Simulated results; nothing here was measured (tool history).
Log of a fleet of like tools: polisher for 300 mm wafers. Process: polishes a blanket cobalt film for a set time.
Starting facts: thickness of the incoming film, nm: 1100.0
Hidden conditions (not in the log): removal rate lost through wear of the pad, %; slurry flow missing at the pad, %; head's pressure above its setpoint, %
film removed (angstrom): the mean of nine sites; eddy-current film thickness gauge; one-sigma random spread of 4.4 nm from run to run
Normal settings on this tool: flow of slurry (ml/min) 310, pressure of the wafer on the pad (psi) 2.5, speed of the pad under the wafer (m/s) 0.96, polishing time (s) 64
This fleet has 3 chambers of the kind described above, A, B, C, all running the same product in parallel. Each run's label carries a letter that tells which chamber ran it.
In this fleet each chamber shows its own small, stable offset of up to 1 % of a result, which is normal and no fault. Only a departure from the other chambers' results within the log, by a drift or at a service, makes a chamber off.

run	hour	flow of slurry (ml/min)	pressure of the wafer on the pad (psi)	speed of the pad under the wafer (m/s)	polishing time (s)	wafers polished on this pad	hours since the slurry nozzle was cleaned	hours since the head pressure was calibrated	film removed (angstrom)
1A	4.2	310	2.5	0.96	64	325	200.7	62.4	3461.4
2C	8.7	310	2.5	0.96	64	379	71.9	187.3	3475.3
3B	14.8	310	2.5	0.96	64	765	190.4	60.6	3273.9
4A	21.2	310	2.5	0.96	64	571	217.7	79.4	3336.5
5B	26.6	310	2.5	0.96	64	936	202.2	72.4	3386.5
# hour 30.8: chamber C: worn pad replaced by a new one
6C	32.9	395	2.5	0.96	64	31	96.1	211.5	3469.3
7C	37.8	395	2.5	0.96	64	102	101	216.4	3442.4
8A	41.8	395	2.5	0.96	64	870	238.3	100	3480.4
9B	46	310	2.5	0.96	64	1218	221.6	91.8	3298.6
10B	50.7	310	2.5	0.96	64	1286	226.3	96.5	3337.3
11A	55.3	310	2.1	0.96	64	1066	251.8	113.5	2798.1
12C	58.8	310	2.1	0.96	64	406	122	237.4	2846.9
# hour 61.1: chamber A: worn pad replaced by a new one
13B	62.4	310	2.1	0.96	64	1456	238	108.2	2801.8
14A	67.9	310	2.5	0.96	64	99	264.4	126.1	3410.3
15C	72.6	310	2.5	0.96	64	607	135.8	251.2	3399.1
16A	78.7	310	2.5	0.96	64	256	275.2	136.9	3352.7
# hour 79.1: chamber C: worn pad replaced by a new one
17B	85.2	310	2.5	0.96	64	1787	260.8	131	3161.1
18C	90.2	310	2.5	0.96	64	162	153.4	268.8	3323.3
19C	93.4	310	2.5	0.96	64	208	156.6	272	3353.5
20B	96.9	310	2.5	0.96	64	1956	272.5	142.7	3253.6
21A	102.6	310	2.5	0.96	64	603	299.1	160.8	3318.2
22A	109.3	310	2.5	0.96	64	700	305.8	167.5	3346.2
23C	113.9	310	2.5	0.96	64	506	177.1	292.5	3346.2
24B	119.6	310	2.5	0.96	64	2286	295.2	165.4	3088.8
25C	122.7	310	2.5	0.96	64	633	185.9	301.3	3359.7
26B	128.4	310	2.5	0.96	64	2413	304	174.2	3105.6
# hour 129.7: chamber C: worn pad replaced by a new one
27A	134.8	310	2.5	0.96	64	1070	331.3	193	3331.9
28A	141.5	310	2.5	0.96	64	1167	338	199.7	3354.1
29C	147.8	310	2.5	0.96	64	263	211	326.4	3380.3

Does one chamber stand apart from the rest, does the shared gauge drift, or is all well apart from small per-chamber offsets? Give the chamber and the most likely cause, where there is one.

One chamber, B, drifts off from the rest bit by bit.
Most likely cause: removal rate lost through wear of the pad, % = 9.05.
Not necessarily distinguishable in this log from: head's pressure below its setpoint, %.

Chamber B could run next with any of the 4 candidate recipes listed below; each alters the usual settings, and their results appear as question marks. Which one brings its results back in line with what the other chambers deliver on the usual settings?
Counts as in line when no further than this from what the other chambers average on the usual settings: film removed (angstrom) 160
30B-1	152.6	310	2.5	0.96	54				?
30B-2	152.6	315	2.7	0.96	70				?
30B-3	152.6	310	2.6	0.96	67				?
30B-4	152.6	310	2.4	0.96	61				?

On the usual settings, the other chambers give on average: film removed (angstrom) 3374.8
run	film removed (angstrom)
30B-1	2604.7
30B-2	3652.8
30B-3	3361.5
30B-4	2824.2
30B-3 puts the chamber back in line with the other chambers.

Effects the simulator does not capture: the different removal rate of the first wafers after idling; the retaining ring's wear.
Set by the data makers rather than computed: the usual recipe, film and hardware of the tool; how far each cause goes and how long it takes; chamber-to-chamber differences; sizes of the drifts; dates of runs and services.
